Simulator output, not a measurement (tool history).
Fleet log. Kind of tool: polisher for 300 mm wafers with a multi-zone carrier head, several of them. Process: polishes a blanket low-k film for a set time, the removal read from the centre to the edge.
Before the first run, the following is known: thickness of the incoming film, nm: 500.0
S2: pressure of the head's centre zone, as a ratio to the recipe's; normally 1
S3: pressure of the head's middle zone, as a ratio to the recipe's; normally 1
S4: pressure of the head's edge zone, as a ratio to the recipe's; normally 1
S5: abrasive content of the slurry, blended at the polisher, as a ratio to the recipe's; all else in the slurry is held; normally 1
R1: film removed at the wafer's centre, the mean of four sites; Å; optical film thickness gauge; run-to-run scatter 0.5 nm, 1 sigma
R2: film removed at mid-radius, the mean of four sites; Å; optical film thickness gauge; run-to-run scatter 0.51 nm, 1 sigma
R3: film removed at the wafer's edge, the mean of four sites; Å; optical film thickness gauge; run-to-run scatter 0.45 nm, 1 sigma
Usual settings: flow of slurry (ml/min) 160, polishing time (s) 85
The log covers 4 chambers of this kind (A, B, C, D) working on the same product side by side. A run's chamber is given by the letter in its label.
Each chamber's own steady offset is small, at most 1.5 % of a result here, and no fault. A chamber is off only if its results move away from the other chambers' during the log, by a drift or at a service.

{"run": "1D", "hour": 6.9, "flow of slurry (ml/min)": 160, "S2": 1, "S3": 1, "S4": 1, "S5": 1, "polishing time (s)": 85, "R1": 347.21, "R2": 356.37, "R3": 350.67}
{"run": "2A", "hour": 10.7, "flow of slurry (ml/min)": 160, "S2": 1, "S3": 1, "S4": 1, "S5": 1, "polishing time (s)": 85, "R1": 353.34, "R2": 355.56, "R3": 354.42}
{"hour": 11.8, "done": "chamber C: worn pad replaced by a new one"}
{"run": "3B", "hour": 15.6, "flow of slurry (ml/min)": 160, "S2": 1, "S3": 1, "S4": 1, "S5": 1, "polishing time (s)": 85, "R1": 341.36, "R2": 350.05, "R3": 348.23}
{"run": "4C", "hour": 19.4, "flow of slurry (ml/min)": 160, "S2": 1, "S3": 1, "S4": 1, "S5": 1, "polishing time (s)": 85, "R1": 349.65, "R2": 350.07, "R3": 348.32}
{"run": "5D", "hour": 24.3, "flow of slurry (ml/min)": 160, "S2": 1, "S3": 1, "S4": 1, "S5": 1, "polishing time (s)": 85, "R1": 345.84, "R2": 354.62, "R3": 356.14}
{"run": "6A", "hour": 30.2, "flow of slurry (ml/min)": 160, "S2": 1, "S3": 1, "S4": 1, "S5": 1, "polishing time (s)": 85, "R1": 345.96, "R2": 347.65, "R3": 353.55}
{"run": "7B", "hour": 37.0, "flow of slurry (ml/min)": 160, "S2": 1.04, "S3": 1, "S4": 1.11, "S5": 1, "polishing time (s)": 85, "R1": 357.31, "R2": 351.08, "R3": 384.06}
{"hour": 38.0, "done": "chamber D: worn pad replaced by a new one"}
{"hour": 39.6, "done": "chamber A: worn pad replaced by a new one"}
{"run": "8C", "hour": 43.3, "flow of slurry (ml/min)": 160, "S2": 1.04, "S3": 1, "S4": 1.11, "S5": 1, "polishing time (s)": 85, "R1": 365.11, "R2": 343.11, "R3": 377.43}
{"run": "9B", "hour": 48.2, "flow of slurry (ml/min)": 160, "S2": 1.04, "S3": 1, "S4": 1.11, "S5": 1, "polishing time (s)": 85, "R1": 365.52, "R2": 346.5, "R3": 365.63}
{"run": "10D", "hour": 54.7, "flow of slurry (ml/min)": 160, "S2": 1.04, "S3": 1, "S4": 1.11, "S5": 1, "polishing time (s)": 85, "R1": 354.89, "R2": 355.37, "R3": 384.4}
{"run": "11A", "hour": 62.8, "flow of slurry (ml/min)": 160, "S2": 1, "S3": 1, "S4": 1, "S5": 1, "polishing time (s)": 85, "R1": 352.46, "R2": 350.5, "R3": 353.09}
{"run": "12C", "hour": 66.6, "flow of slurry (ml/min)": 160, "S2": 1, "S3": 1, "S4": 1, "S5": 1, "polishing time (s)": 85, "R1": 348.57, "R2": 353.7, "R3": 347.26}
{"run": "13B", "hour": 72.3, "flow of slurry (ml/min)": 160, "S2": 1, "S3": 1, "S4": 1, "S5": 1, "polishing time (s)": 85, "R1": 344.55, "R2": 352.05, "R3": 354.8}
{"run": "14A", "hour": 80.0, "flow of slurry (ml/min)": 160, "S2": 1, "S3": 1, "S4": 1, "S5": 1, "polishing time (s)": 85, "R1": 351.69, "R2": 345.51, "R3": 352}
{"hour": 83.3, "done": "chamber B: worn pad replaced by a new one"}
{"run": "15D", "hour": 84.3, "flow of slurry (ml/min)": 160, "S2": 1, "S3": 1, "S4": 1, "S5": 0.7, "polishing time (s)": 85, "R1": 289.06, "R2": 284.35, "R3": 291.55}
{"hour": 87.5, "done": "chamber D: slurry nozzle cleaned"}
{"run": "16C", "hour": 91.9, "flow of slurry (ml/min)": 160, "S2": 1, "S3": 1, "S4": 1, "S5": 0.7, "polishing time (s)": 85, "R1": 290.17, "R2": 285.54, "R3": 293.93}
{"run": "17A", "hour": 96.7, "flow of slurry (ml/min)": 160, "S2": 1, "S3": 1, "S4": 1, "S5": 0.7, "polishing time (s)": 85, "R1": 297.72, "R2": 298.58, "R3": 297.68}
{"run": "18D", "hour": 104.1, "flow of slurry (ml/min)": 160, "S2": 1, "S3": 1, "S4": 1, "S5": 0.7, "polishing time (s)": 85, "R1": 295.56, "R2": 291.66, "R3": 295.51}
{"hour": 108.4, "done": "chamber D: worn pad replaced by a new one"}
{"run": "19C", "hour": 109.1, "flow of slurry (ml/min)": 160, "S2": 0.96, "S3": 1, "S4": 0.96, "S5": 1, "polishing time (s)": 85, "R1": 335.12, "R2": 346.68, "R3": 340.27}
{"run": "20B", "hour": 116.7, "flow of slurry (ml/min)": 160, "S2": 0.96, "S3": 1, "S4": 0.96, "S5": 1, "polishing time (s)": 85, "R1": 326.21, "R2": 332.06, "R3": 335.9}
{"run": "21C", "hour": 122.6, "flow of slurry (ml/min)": 160, "S2": 0.96, "S3": 1, "S4": 0.96, "S5": 1, "polishing time (s)": 85, "R1": 335.87, "R2": 348.28, "R3": 339.39}
{"run": "22D", "hour": 128.5, "flow of slurry (ml/min)": 160, "S2": 0.96, "S3": 1, "S4": 0.96, "S5": 1, "polishing time (s)": 85, "R1": 335.06, "R2": 343.89, "R3": 354.11}
{"hour": 135.9, "done": "chamber C: centre zone pressure recalibrated"}
{"run": "23A", "hour": 135.9, "flow of slurry (ml/min)": 160, "S2": 1, "S3": 1, "S4": 1, "S5": 1, "polishing time (s)": 85, "R1": 344.54, "R2": 351.09, "R3": 350.21}
{"run": "24B", "hour": 142.6, "flow of slurry (ml/min)": 160, "S2": 1, "S3": 1, "S4": 1, "S5": 1, "polishing time (s)": 85, "R1": 323.87, "R2": 338.72, "R3": 347.54}
{"run": "25A", "hour": 149.9, "flow of slurry (ml/min)": 160, "S2": 1, "S3": 1, "S4": 1, "S5": 1, "polishing time (s)": 85, "R1": 352.6, "R2": 355.64, "R3": 349.77}
{"hour": 153.4, "done": "chamber C: worn pad replaced by a new one"}
{"run": "26C", "hour": 154.5, "flow of slurry (ml/min)": 160, "S2": 1, "S3": 1, "S4": 1, "S5": 1, "polishing time (s)": 85, "R1": 347.5, "R2": 359.72, "R3": 353.42}
{"run": "27D", "hour": 159.3, "flow of slurry (ml/min)": 160, "S2": 1, "S3": 1, "S4": 1, "S5": 1, "polishing time (s)": 85, "R1": 342.63, "R2": 354.03, "R3": 352.99}
{"run": "28B", "hour": 163.2, "flow of slurry (ml/min)": 160, "S2": 1, "S3": 1, "S4": 1, "S5": 1, "polishing time (s)": 85, "R1": 326.11, "R2": 325.36, "R3": 338.01}
{"run": "29B", "hour": 169.6, "flow of slurry (ml/min)": 160, "S2": 1, "S3": 1, "S4": 1, "S5": 1, "polishing time (s)": 85, "R1": 325.38, "R2": 331.16, "R3": 341.65}
{"run": "30C", "hour": 173.5, "flow of slurry (ml/min)": 160, "S2": 1, "S3": 1, "S4": 1, "S5": 1, "polishing time (s)": 85, "R1": 348.86, "R2": 350.77, "R3": 339.67}
{"hour": 175.5, "done": "chamber A: worn pad replaced by a new one"}
{"run": "31A", "hour": 181.5, "flow of slurry (ml/min)": 160, "S2": 1, "S3": 1, "S4": 1, "S5": 1, "polishing time (s)": 85, "R1": 341.24, "R2": 352.23, "R3": 351.49}

Predict what each chamber gives when all 4 of them run the settings below next.
{"run": "32A", "hour": 187.4, "flow of slurry (ml/min)": 160, "S2": 1, "S3": 1, "S4": 1, "S5": 1, "polishing time (s)": 85, "R1": "?", "R2": "?", "R3": "?"}
{"run": "32B", "hour": 187.4, "flow of slurry (ml/min)": 160, "S2": 1, "S3": 1, "S4": 1, "S5": 1, "polishing time (s)": 85, "R1": "?", "R2": "?", "R3": "?"}
{"run": "32C", "hour": 187.4, "flow of slurry (ml/min)": 160, "S2": 1, "S3": 1, "S4": 1, "S5": 1, "polishing time (s)": 85, "R1": "?", "R2": "?", "R3": "?"}
{"run": "32D", "hour": 187.4, "flow of slurry (ml/min)": 160, "S2": 1, "S3": 1, "S4": 1, "S5": 1, "polishing time (s)": 85, "R1": "?", "R2": "?", "R3": "?"}

run=32A R1=349.27 R2=353.84 R3=353.2
run=32B R1=317.1 R2=324.91 R3=336.46
run=32C R1=342.54 R2=337.76 R3=351.22
run=32D R1=355.34 R2=349.88 R3=358.53
